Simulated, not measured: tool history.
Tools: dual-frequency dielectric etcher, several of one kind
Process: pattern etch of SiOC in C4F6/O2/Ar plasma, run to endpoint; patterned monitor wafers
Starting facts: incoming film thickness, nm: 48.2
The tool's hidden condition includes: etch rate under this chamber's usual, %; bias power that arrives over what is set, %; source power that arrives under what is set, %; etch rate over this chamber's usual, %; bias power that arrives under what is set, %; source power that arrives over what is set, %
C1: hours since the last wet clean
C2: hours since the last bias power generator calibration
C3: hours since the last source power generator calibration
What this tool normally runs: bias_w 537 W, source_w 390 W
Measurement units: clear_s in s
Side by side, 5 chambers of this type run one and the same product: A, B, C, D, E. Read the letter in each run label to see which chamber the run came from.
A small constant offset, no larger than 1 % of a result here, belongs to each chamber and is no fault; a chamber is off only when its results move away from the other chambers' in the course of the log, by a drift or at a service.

{"run": "1C", "hour": 6.7, "bias_w": 537, "source_w": 390, "C1": 7.5, "C2": 1947.6, "C3": 3066.4, "clear_s": 15.851}
{"run": "2D", "hour": 14.9, "bias_w": 537, "source_w": 390, "C1": 151.8, "C2": 861.2, "C3": 1655.0, "clear_s": 15.902}
{"run": "3E", "hour": 21.5, "bias_w": 537, "source_w": 390, "C1": 76.1, "C2": 1855.3, "C3": 836.7, "clear_s": 16.074}
{"run": "4A", "hour": 33.7, "bias_w": 537, "source_w": 390, "C1": 322.1, "C2": 616.8, "C3": 2331.3, "clear_s": 16.21}
{"run": "5B", "hour": 39.8, "bias_w": 537, "source_w": 390, "C1": 227.4, "C2": 2703.3, "C3": 1613.5, "clear_s": 16.2}
{"run": "6B", "hour": 46.7, "bias_w": 537, "source_w": 390, "C1": 234.3, "C2": 2710.2, "C3": 1620.4, "clear_s": 16.202}
{"run": "7E", "hour": 52.1, "bias_w": 537, "source_w": 390, "C1": 106.7, "C2": 1885.9, "C3": 867.3, "clear_s": 15.994}
{"run": "8A", "hour": 60.6, "bias_w": 537, "source_w": 390, "C1": 349.0, "C2": 643.7, "C3": 2358.2, "clear_s": 16.14}
{"run": "9C", "hour": 67.8, "bias_w": 537, "source_w": 390, "C1": 68.6, "C2": 2008.7, "C3": 3127.5, "clear_s": 15.891}
{"run": "10D", "hour": 75.4, "bias_w": 537, "source_w": 390, "C1": 212.3, "C2": 921.7, "C3": 1715.5, "clear_s": 15.931}
{"run": "11D", "hour": 86.4, "bias_w": 537, "source_w": 290, "C1": 223.3, "C2": 932.7, "C3": 1726.5, "clear_s": 17.586}
{"run": "12B", "hour": 92.8, "bias_w": 537, "source_w": 290, "C1": 280.4, "C2": 2756.3, "C3": 1666.5, "clear_s": 17.923}
{"run": "13C", "hour": 100.1, "bias_w": 537, "source_w": 290, "C1": 100.9, "C2": 2041.0, "C3": 3159.8, "clear_s": 17.663}
{"run": "14E", "hour": 110.9, "bias_w": 537, "source_w": 290, "C1": 165.5, "C2": 1944.7, "C3": 926.1, "clear_s": 17.921}
{"run": "15A", "hour": 118.6, "bias_w": 537, "source_w": 290, "C1": 407.0, "C2": 701.7, "C3": 2416.2, "clear_s": 17.869}
{"hour": 122.4, "done": "chamber C: bias power generator calibrated"}
{"run": "16D", "hour": 126.5, "bias_w": 537, "source_w": 390, "C1": 263.4, "C2": 972.8, "C3": 1766.6, "clear_s": 15.786}
{"run": "17A", "hour": 135.4, "bias_w": 537, "source_w": 390, "C1": 423.8, "C2": 718.5, "C3": 2433.0, "clear_s": 16.013}
{"hour": 139.1, "done": "chamber A: wet clean of the chamber"}
{"run": "18E", "hour": 141.1, "bias_w": 537, "source_w": 390, "C1": 195.7, "C2": 1974.9, "C3": 956.3, "clear_s": 16.111}
{"run": "19C", "hour": 152.7, "bias_w": 537, "source_w": 390, "C1": 153.5, "C2": 30.4, "C3": 3212.4, "clear_s": 15.735}
{"run": "20B", "hour": 164.6, "bias_w": 537, "source_w": 390, "C1": 352.2, "C2": 2828.1, "C3": 1738.3, "clear_s": 16.101}
{"run": "21D", "hour": 172.4, "bias_w": 537, "source_w": 390, "C1": 309.3, "C2": 1018.7, "C3": 1812.5, "clear_s": 15.943}
{"run": "22B", "hour": 183.5, "bias_w": 537, "source_w": 390, "C1": 371.1, "C2": 2847.0, "C3": 1757.2, "clear_s": 15.841}
{"run": "23E", "hour": 193.9, "bias_w": 537, "source_w": 390, "C1": 248.5, "C2": 2027.7, "C3": 1009.1, "clear_s": 16.066}
{"run": "24A", "hour": 205.6, "bias_w": 537, "source_w": 390, "C1": 66.5, "C2": 788.7, "C3": 2503.2, "clear_s": 16.737}
{"run": "25C", "hour": 213.8, "bias_w": 537, "source_w": 390, "C1": 214.6, "C2": 91.5, "C3": 3273.5, "clear_s": 15.963}
{"run": "26E", "hour": 224.2, "bias_w": 537, "source_w": 390, "C1": 278.8, "C2": 2058.0, "C3": 1039.4, "clear_s": 15.949}
{"run": "27B", "hour": 234.1, "bias_w": 537, "source_w": 390, "C1": 421.7, "C2": 2897.6, "C3": 1807.8, "clear_s": 16.034}
{"run": "28C", "hour": 243.0, "bias_w": 613, "source_w": 460, "C1": 243.8, "C2": 120.7, "C3": 3302.7, "clear_s": 14.237}
{"hour": 246.8, "done": "chamber D: wet clean of the chamber"}
{"run": "29D", "hour": 249.9, "bias_w": 613, "source_w": 460, "C1": 3.1, "C2": 1096.2, "C3": 1890.0, "clear_s": 14.253}
{"run": "30A", "hour": 262.2, "bias_w": 613, "source_w": 460, "C1": 123.1, "C2": 845.3, "C3": 2559.8, "clear_s": 15.113}
{"run": "31E", "hour": 271.1, "bias_w": 613, "source_w": 460, "C1": 325.7, "C2": 2104.9, "C3": 1086.3, "clear_s": 14.38}
{"run": "32B", "hour": 277.5, "bias_w": 613, "source_w": 460, "C1": 465.1, "C2": 2941.0, "C3": 1851.2, "clear_s": 14.377}

Has any chamber moved away from the others, gradually or after a service, or does the common gauge drift, or do the chambers differ only by their own small steady offsets? State the chamber and the most likely cause if one applies.

Chamber A came out of a service off from its peers and stayed that way.
Most likely cause: etch rate under this chamber's usual, % = 4.18.

Below are 4 candidate recipes for chamber A's next run, each the usual settings with a change, their results shown as question marks. Which of them brings A's results back in line with what the other chambers give on the usual settings?
A result is in line if it is within this distance of the other chambers' mean on the usual settings: clear_s 0.310 s
{"run": "33A-1", "hour": 286.4, "bias_w": 502, "source_w": 360, "clear_s": "?"}
{"run": "33A-2", "hour": 286.4, "bias_w": 572, "source_w": 420, "clear_s": "?"}
{"run": "33A-3", "hour": 286.4, "bias_w": 537, "source_w": 410, "clear_s": "?"}
{"run": "33A-4", "hour": 286.4, "bias_w": 537, "source_w": 370, "clear_s": "?"}

Average result of the remaining chambers running the usual settings: clear_s 15.978 s
run=33A-1 clear_s=17.705
run=33A-2 clear_s=15.927
run=33A-3 clear_s=16.454
run=33A-4 clear_s=17.090
33A-2 brings the chamber back in line.

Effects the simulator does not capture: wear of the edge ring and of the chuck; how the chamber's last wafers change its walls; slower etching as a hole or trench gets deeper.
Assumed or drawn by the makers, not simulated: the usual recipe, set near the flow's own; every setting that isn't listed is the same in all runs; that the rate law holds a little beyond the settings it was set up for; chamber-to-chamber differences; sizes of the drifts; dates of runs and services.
